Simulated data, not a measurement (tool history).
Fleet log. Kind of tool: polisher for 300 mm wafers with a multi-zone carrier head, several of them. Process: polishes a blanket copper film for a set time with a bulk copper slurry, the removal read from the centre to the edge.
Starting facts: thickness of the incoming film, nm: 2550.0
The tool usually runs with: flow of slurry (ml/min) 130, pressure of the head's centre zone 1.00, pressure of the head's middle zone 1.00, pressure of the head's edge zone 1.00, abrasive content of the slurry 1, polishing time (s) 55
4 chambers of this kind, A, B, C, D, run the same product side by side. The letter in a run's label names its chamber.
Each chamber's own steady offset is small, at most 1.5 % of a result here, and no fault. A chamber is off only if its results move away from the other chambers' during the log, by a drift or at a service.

run   hour  flow of slurry (ml/min)  pressure of the head's centre zone  pressure of the head's middle zone  pressure of the head's edge zone  abrasive content of the slurry  polishing time (s)  wafers polished on this pad  hours since the slurry nozzle was cleaned  hours since the centre zone pressure was calibrated  hours since the edge zone pressure was calibrated  film removed at the wafer's centre (Å)  film removed at mid-radius (Å)  film removed at the wafer's edge (Å)
       0.1  -- chamber B: worn pad replaced by a new one
       3.3  -- chamber C: worn pad replaced by a new one
 1B    6.2                      130                                1.00                                1.00                              1.00                               1                  55                           69                                      266.9                                                278.0                                              630.4                                  6807.1                          6531.6                                6557.1
 2C   13.3                      130                                1.00                                1.00                              1.00                               1                  55                          112                                      140.8                                               1075.2                                              329.4                                  6669.5                          6559.0                                6744.9
 3D   19.9                      130                                1.00                                1.00                              1.00                               1                  55                         1542                                      163.1                                                326.0                                              681.4                                  6649.4                          6598.9                                6678.3
      21.9  -- chamber D: worn pad replaced by a new one
      28.9  -- chamber A: worn pad replaced by a new one
 4A   31.7                      130                                1.00                                1.00                              1.00                               1                  55                           32                                      477.3                                                455.7                                              286.5                                  6630.1                          6655.3                                6670.7
 5B   41.7                      130                                1.00                                1.00                              1.00                               1                  55                          467                                      302.4                                                313.5                                              665.9                                  6701.4                          6545.2                                6497.5
 6A   49.8                      130                                1.00                                1.00                              1.00                               1                  55                          235                                      495.4                                                473.8                                              304.6                                  6705.1                          6646.4                                6733.2
 7D   57.2                      130                                1.00                                1.00                              1.00                               1                  55                          396                                      200.4                                                363.3                                              718.7                                  6765.7                          6648.3                                6575.8
      58.4  -- chamber A: centre zone pressure recalibrated
      64.5  -- chamber C: worn pad replaced by a new one
 8C   69.0                      130                                1.00                                1.00                              1.00                               1                  55                           51                                      196.5                                               1130.9                                              385.1                                  6707.1                          6609.8                                6678.3
      71.9  -- chamber B: worn pad replaced by a new one
 9C   78.4                      130                                1.08                                1.00                              1.08                               1                  55                          156                                      205.9                                               1140.3                                              394.5                                  7378.2                          6442.4                                6966.2
10A   86.8                      130                                1.08                                1.00                              1.08                               1                  55                          651                                      532.4                                                 28.5                                              341.6                                  7231.9                          6714.4                                7013.0
11B   93.9                      130                                1.08                                1.00                              1.08                               1                  55                          247                                      354.6                                                365.7                                              718.1                                  7296.7                          6668.5                                6906.0
     100.7  -- chamber A: worn pad replaced by a new one
12D  104.0                      130                                1.08                                1.00                              1.08                               1                  55                          922                                      247.2                                                410.1                                              765.5                                  7213.7                          6643.9                                6894.6
     114.4  -- chamber C: centre zone pressure recalibrated
13A  115.0                      130                                1.00                                1.00                              0.90                               1                  63                          161                                      560.6                                                 56.7                                              369.8                                  7650.9                          7605.9                                7171.3
14D  126.7                      130                                1.00                                1.00                              0.90                               1                  63                         1177                                      269.9                                                432.8                                              788.2                                  7744.6                          7583.6                                7171.6
     128.1  -- chamber C: worn pad replaced by a new one
     129.6  -- chamber B: worn pad replaced by a new one
15C  137.6                      130                                1.00                                1.00                              0.90                               1                  63                          107                                      265.1                                                 23.2                                              453.7                                  7229.9                          7411.8                                7237.5
     141.0  -- chamber D: worn pad replaced by a new one
16B  143.6                      130                                1.00                                1.00                              0.90                               1                  63                          158                                      404.3                                                415.4                                              767.8                                  7657.9                          7540.2                                7020.8
17C  153.8                      130                                1.00                                1.00                              1.00                               1                  55                          289                                      281.3                                                 39.4                                              469.9                                  6222.3                          6501.4                                6712.6
     158.0  -- chamber A: worn pad replaced by a new one
     158.0  -- chamber D: centre zone pressure recalibrated
18A  162.6                      130                                1.00                                1.00                              1.00                               1                  55                           52                                      608.2                                                104.3                                              417.4                                  6646.8                          6558.9                                6672.4
19D  169.4                      130                                1.00                                1.00                              1.00                               1                  55                          319                                      312.6                                                 11.5                                              830.9                                  6654.3                          6650.3                                6737.8
20B  177.6                      130                                1.00                                1.00                              1.00                               1                  55                          540                                      438.3                                                449.4                                              801.8                                  6736.2                          6606.6                                6537.6
     184.7  -- chamber B: worn pad replaced by a new one
     187.1  -- chamber C: worn pad replaced by a new one
21B  189.0                      130                                1.00                                1.00                              1.00                               1                  55                           49                                      449.7                                                460.8                                              813.2                                  6674.7                          6620.4                                6701.8
22D  200.7                      130                                1.00                                1.00                              1.00                               1                  55                          671                                      343.9                                                 42.8                                              862.2                                  6641.3                          6768.7                                6725.1
23A  206.7                       95                                1.00                                1.00                              0.96                               1                  55                          547                                      652.3                                                148.4                                              461.5                                  6017.2                          6203.5                                6049.9
24C  218.2                       95                                1.00                                1.00                              0.96                               1                  55                          349                                      345.7                                                103.8                                              534.3                                  5698.2                          6064.6                                6213.4
     228.2  -- chamber A: worn pad replaced by a new one
25A  230.6                       95                                1.00                                1.00                              0.96                               1                  55                           27                                      676.2                                                172.3                                              485.4                                  6004.3                          6197.1                                6122.9
26D  240.0                       95                                1.00                                1.00                              0.96                               1                  55                         1112                                      383.2                                                 82.1                                              901.5                                  6073.9                          6215.7                                6126.5
     243.3  -- chamber C: worn pad replaced by a new one
27C  251.7                      130                                1.00                                1.00                              1.00                               1                  55                           95                                      379.2                                                137.3                                              567.8                                  6346.9                          6703.8                                6708.8
     252.4  -- chamber B: edge zone pressure recalibrated
     254.3  -- chamber B: worn pad replaced by a new one
28B  263.8                      130                                1.00                                1.00                              1.00                               1                  55                          107                                      524.5                                                535.6                                               11.4                                  6715.7                          6639.4                                6576.4
     267.7  -- chamber A: slurry nozzle cleaned
29B  274.1                      115                                1.00                                1.00                              0.95                               1                  55                          223                                      534.8                                                545.9                                               21.7                                  6466.6                          6605.5                                6186.3
     275.8  -- chamber D: worn pad replaced by a new one
30A  286.9                      115                                1.00                                1.00                              0.95                               1                  55                          659                                       19.3                                                228.6                                              541.7                                  6494.5                          6539.8                                6449.7
31D  292.7                      115                                1.00                                1.00                              0.95                               1                  55                          190                                      435.9                                                134.8                                              954.2                                  6418.5                          6376.3                                6472.3
32C  299.2                      115                                1.00                                1.00                              0.95                               1                  55                          628                                      426.7                                                184.8                                              615.3                                  6038.0                          6427.9                                6323.9
33B  312.3                      130                                1.00                                1.00                              1.00                               1                  55                          652                                      573.0                                                584.1                                               59.9                                  6668.6                          6624.1                                6674.6
34D  323.3                      130                                1.00                                1.00                              1.00                               1                  55                          533                                      466.5                                                165.4                                              984.8                                  6671.3                          6600.3                                6713.6

For the next run the whole fleet of 4 chambers uses the same settings. Give each chamber's results:
35A  332.6                      130                                1.00                                1.08                              1.00                               1                  55                                                                                                                                                                                                                       ?                               ?                                     ?
35B  332.6                      130                                1.00                                1.08                              1.00                               1                  55                                                                                                                                                                                                                       ?                               ?                                     ?
35C  332.6                      130                                1.00                                1.08                              1.00                               1                  55                                                                                                                                                                                                                       ?                               ?                                     ?
35D  332.6                      130                                1.00                                1.08                              1.00                               1                  55                                                                                                                                                                                                                       ?                               ?                                     ?

run  film removed at the wafer's centre (Å)  film removed at mid-radius (Å)  film removed at the wafer's edge (Å)
35A                                  6635.5                          7119.2                                6544.6
35B                                  6654.4                          7110.0                                6516.2
35C                                  6252.9                          7174.7                                6693.5
35D                                  6685.4                          7119.9                                6593.7
